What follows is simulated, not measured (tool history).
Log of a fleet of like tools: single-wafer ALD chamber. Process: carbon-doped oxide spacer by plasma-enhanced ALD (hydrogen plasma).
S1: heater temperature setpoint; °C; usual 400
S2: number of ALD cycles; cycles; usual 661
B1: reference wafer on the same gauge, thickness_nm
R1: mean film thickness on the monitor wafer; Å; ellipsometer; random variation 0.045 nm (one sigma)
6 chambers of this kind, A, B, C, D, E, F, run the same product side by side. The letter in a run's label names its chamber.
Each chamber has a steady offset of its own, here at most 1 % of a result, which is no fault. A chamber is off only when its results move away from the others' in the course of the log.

Run 1B, hour 7.2: usual settings; B1 34.815. Result: R1 331.36 Å.
Run 2D, hour 13.0: usual settings; B1 34.813. Result: R1 330.74 Å.
Run 3A, hour 19.6: usual settings; B1 34.824. Result: R1 329.07 Å.
Run 4C, hour 23.6: usual settings; B1 34.819. Result: R1 328.43 Å.
Run 5F, hour 28.9: usual settings; B1 34.819. Result: R1 330.07 Å.
Run 6E, hour 32.7: usual settings; B1 34.815. Result: R1 329.17 Å.
Run 7E, hour 39.5: usual settings; B1 34.817. Result: R1 328.68 Å.
Run 8B, hour 46.3: usual settings; B1 34.832. Result: R1 331.77 Å.
Run 9A, hour 52.7: usual settings; B1 34.832. Result: R1 329.61 Å.
Run 10C, hour 61.2: usual settings; B1 34.854. Result: R1 328.57 Å.
Run 11F, hour 65.4: usual settings but S1 412 °C; B1 34.845. Result: R1 318.18 Å.
Run 12D, hour 73.3: usual settings but S1 412 °C; B1 34.854. Result: R1 319.50 Å.
Run 13C, hour 78.6: usual settings but S1 412 °C; B1 34.861. Result: R1 316.42 Å.
Run 14D, hour 84.0: usual settings but S1 412 °C; B1 34.868. Result: R1 318.75 Å.
Run 15F, hour 90.3: usual settings but S1 412 °C; B1 34.857. Result: R1 318.66 Å.
Run 16B, hour 94.5: usual settings but S1 412 °C; B1 34.874. Result: R1 319.80 Å.
Run 17E, hour 101.6: usual settings; B1 34.889. Result: R1 329.83 Å.
Run 18A, hour 108.6: usual settings; B1 34.869. Result: R1 329.95 Å.
Run 19B, hour 116.4: usual settings but S1 393 °C, S2 729 cycles; B1 34.881. Result: R1 365.63 Å.
Run 20C, hour 123.5: usual settings but S1 393 °C, S2 729 cycles; B1 34.893. Result: R1 363.65 Å.
Run 21E, hour 130.6: usual settings but S1 393 °C, S2 729 cycles; B1 34.888. Result: R1 364.20 Å.
Run 22A, hour 135.9: usual settings but S1 393 °C, S2 729 cycles; B1 34.908. Result: R1 364.47 Å.
Run 23D, hour 143.0: usual settings but S1 393 °C, S2 729 cycles; B1 34.905. Result: R1 367.34 Å.
Run 24F, hour 151.1: usual settings but S1 393 °C, S2 729 cycles; B1 34.911. Result: R1 364.73 Å.
Run 25D, hour 157.0: usual settings; B1 34.918. Result: R1 331.44 Å.
Run 26F, hour 165.0: usual settings; B1 34.920. Result: R1 331.09 Å.
Run 27C, hour 171.3: usual settings; B1 34.938. Result: R1 329.73 Å.
Run 28B, hour 179.4: usual settings; B1 34.925. Result: R1 332.06 Å.
Run 29A, hour 183.4: usual settings; B1 34.930. Result: R1 330.71 Å.
Run 30E, hour 187.7: usual settings; B1 34.944. Result: R1 331.39 Å.
Run 31E, hour 192.5: usual settings; B1 34.930. Result: R1 331.05 Å.
Run 32D, hour 197.3: usual settings; B1 34.951. Result: R1 332.31 Å.
Run 33C, hour 201.4: usual settings; B1 34.953. Result: R1 329.80 Å.
Run 34F, hour 206.3: usual settings; B1 34.943. Result: R1 330.67 Å.
Run 35A, hour 214.1: usual settings but S1 390 °C, S2 760 cycles; B1 34.963. Result: R1 380.11 Å.
Run 36B, hour 218.3: usual settings but S1 390 °C, S2 760 cycles; B1 34.961. Result: R1 381.85 Å.
Run 37F, hour 222.0: usual settings but S1 390 °C, S2 760 cycles; B1 34.960. Result: R1 381.07 Å.
Run 38C, hour 225.9: usual settings but S1 390 °C, S2 760 cycles; B1 34.975. Result: R1 378.81 Å.
Run 39E, hour 233.5: usual settings but S1 390 °C, S2 760 cycles; B1 34.988. Result: R1 380.65 Å.
Run 40D, hour 237.2: usual settings but S1 390 °C, S2 760 cycles; B1 34.966. Result: R1 382.87 Å.
Run 41B, hour 241.0: usual settings; B1 34.979. Result: R1 332.55 Å.
Run 42A, hour 247.2: usual settings; B1 34.971. Result: R1 330.47 Å.
Run 43C, hour 252.5: usual settings; B1 34.977. Result: R1 329.40 Å.
Run 44E, hour 256.5: usual settings; B1 34.991. Result: R1 330.36 Å.

Is one chamber off against the others, does the gauge drift, or is nothing wrong? If a chamber is off, say which, and what the likeliest cause is.

The gauge drifts, so all chambers seem to drift together. No chamber is off.
Cause: gauge reads high (%) = 0.555.

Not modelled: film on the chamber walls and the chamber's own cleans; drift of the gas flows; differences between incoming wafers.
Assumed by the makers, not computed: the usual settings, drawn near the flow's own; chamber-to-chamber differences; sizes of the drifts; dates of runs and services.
